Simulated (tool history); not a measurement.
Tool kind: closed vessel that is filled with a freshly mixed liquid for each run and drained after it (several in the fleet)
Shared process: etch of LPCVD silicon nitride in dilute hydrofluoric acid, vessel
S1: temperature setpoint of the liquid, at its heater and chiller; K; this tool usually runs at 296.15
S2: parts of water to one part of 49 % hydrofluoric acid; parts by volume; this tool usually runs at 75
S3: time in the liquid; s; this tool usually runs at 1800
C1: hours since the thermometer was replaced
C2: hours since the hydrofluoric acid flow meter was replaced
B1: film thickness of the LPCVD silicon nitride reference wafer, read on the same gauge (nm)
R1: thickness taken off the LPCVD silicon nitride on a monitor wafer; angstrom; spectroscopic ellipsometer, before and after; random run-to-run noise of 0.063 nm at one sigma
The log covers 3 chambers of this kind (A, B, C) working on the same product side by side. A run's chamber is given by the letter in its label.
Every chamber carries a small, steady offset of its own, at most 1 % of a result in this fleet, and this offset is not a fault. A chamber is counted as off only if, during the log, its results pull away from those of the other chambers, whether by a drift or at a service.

| run | hour | S1 | S2 | S3 | C1 | C2 | B1 | R1 |
|---|---|---|---|---|---|---|---|---|
| 1C | 8.6 | 296.15 | 75 | 1800 | 2682.7 | 726.4 | 30.004 | 109.350 |
| 2A | 18.9 | 296.15 | 75 | 1800 | 52.6 | 333.7 | 30.032 | 108.970 |
| 3B | 29.5 | 296.15 | 75 | 1800 | 1641.7 | 376.1 | 30.017 | 107.110 |
| 4B | 40.1 | 296.15 | 75 | 1800 | 1652.3 | 386.7 | 29.981 | 107.560 |
| 5C | 48.2 | 296.15 | 75 | 1800 | 2722.3 | 766.0 | 29.991 | 109.100 |
|  | 58.6 | chamber C: thermometer replaced |
| 6A | 61.5 | 292.65 | 110 | 1800 | 95.2 | 376.3 | 30.024 | 58.754 |
| 7B | 68.0 | 292.65 | 110 | 1800 | 1680.2 | 414.6 | 30.003 | 58.832 |
| 8C | 80.1 | 292.65 | 110 | 1800 | 21.5 | 797.9 | 30.000 | 59.629 |
| 9A | 92.0 | 296.15 | 75 | 1800 | 125.7 | 406.8 | 29.980 | 106.890 |
| 10B | 100.4 | 296.15 | 75 | 1800 | 1712.6 | 447.0 | 29.992 | 105.430 |
| 11A | 109.1 | 296.15 | 75 | 2240 | 142.8 | 423.9 | 29.992 | 135.330 |
| 12C | 117.6 | 296.15 | 75 | 2240 | 59.0 | 835.4 | 29.957 | 135.020 |
| 13B | 129.1 | 296.15 | 75 | 2240 | 1741.3 | 475.7 | 30.001 | 130.140 |
| 14A | 139.0 | 296.15 | 75 | 1800 | 172.7 | 453.8 | 30.021 | 108.990 |
| 15C | 149.4 | 296.15 | 60 | 1800 | 90.8 | 867.2 | 30.007 | 135.620 |
| 16C | 161.9 | 296.15 | 60 | 1800 | 103.3 | 879.7 | 29.993 | 136.650 |
| 17A | 173.9 | 296.15 | 60 | 1800 | 207.6 | 488.7 | 30.000 | 135.770 |
| 18B | 185.2 | 296.15 | 75 | 1800 | 1797.4 | 531.8 | 29.987 | 102.420 |
| 19A | 191.4 | 296.15 | 75 | 1800 | 225.1 | 506.2 | 29.975 | 107.570 |
| 20B | 204.5 | 299.65 | 40 | 1800 | 1816.7 | 551.1 | 30.014 | 236.800 |
|  | 213.7 | chamber C: hydrofluoric acid flow meter replaced |
| 21C | 216.1 | 299.65 | 40 | 1800 | 157.5 | 2.4 | 30.014 | 247.460 |
| 22C | 228.4 | 299.65 | 40 | 1800 | 169.8 | 14.7 | 30.013 | 253.150 |
| 23A | 236.5 | 296.15 | 75 | 1800 | 270.2 | 551.3 | 29.994 | 107.490 |

Read the log: is a single chamber off, either drifting away or since a service, is the gauge that measures every chamber drifting, or is nothing wrong beyond small per-chamber offsets? Name any odd chamber and what most likely caused it.

One chamber, B, drifts off from the rest bit by bit.
Most likely cause: liquid colder than its thermometer reads (K) = 1.15.
The log may not tell that from: hydrofluoric acid flow below the setpoint (%).

Below are 4 candidate recipes for chamber B's next run, each the usual settings with a change, their results shown as question marks. Which of them brings B's results back in line with what the other chambers give on the usual settings?
To be in line, a result may differ from the other chambers' mean on the usual settings by at most: R1 2.200 angstrom
| 24B-1 | 246.4 | 296.15 | 75 | 1650 |  |  |  | ? |
| 24B-2 | 246.4 | 296.65 | 70 | 1915 |  |  |  | ? |
| 24B-3 | 246.4 | 295.65 | 80 | 1680 |  |  |  | ? |
| 24B-4 | 246.4 | 296.15 | 75 | 1950 |  |  |  | ? |

On the usual settings, the other chambers give on average: R1 108.570 angstrom
| run | R1 |
|---|---|
| 24B-1 | 91.836 |
| 24B-2 | 117.860 |
| 24B-3 | 84.872 |
| 24B-4 | 108.530 |
With 24B-4, the chamber falls back in line with the rest.
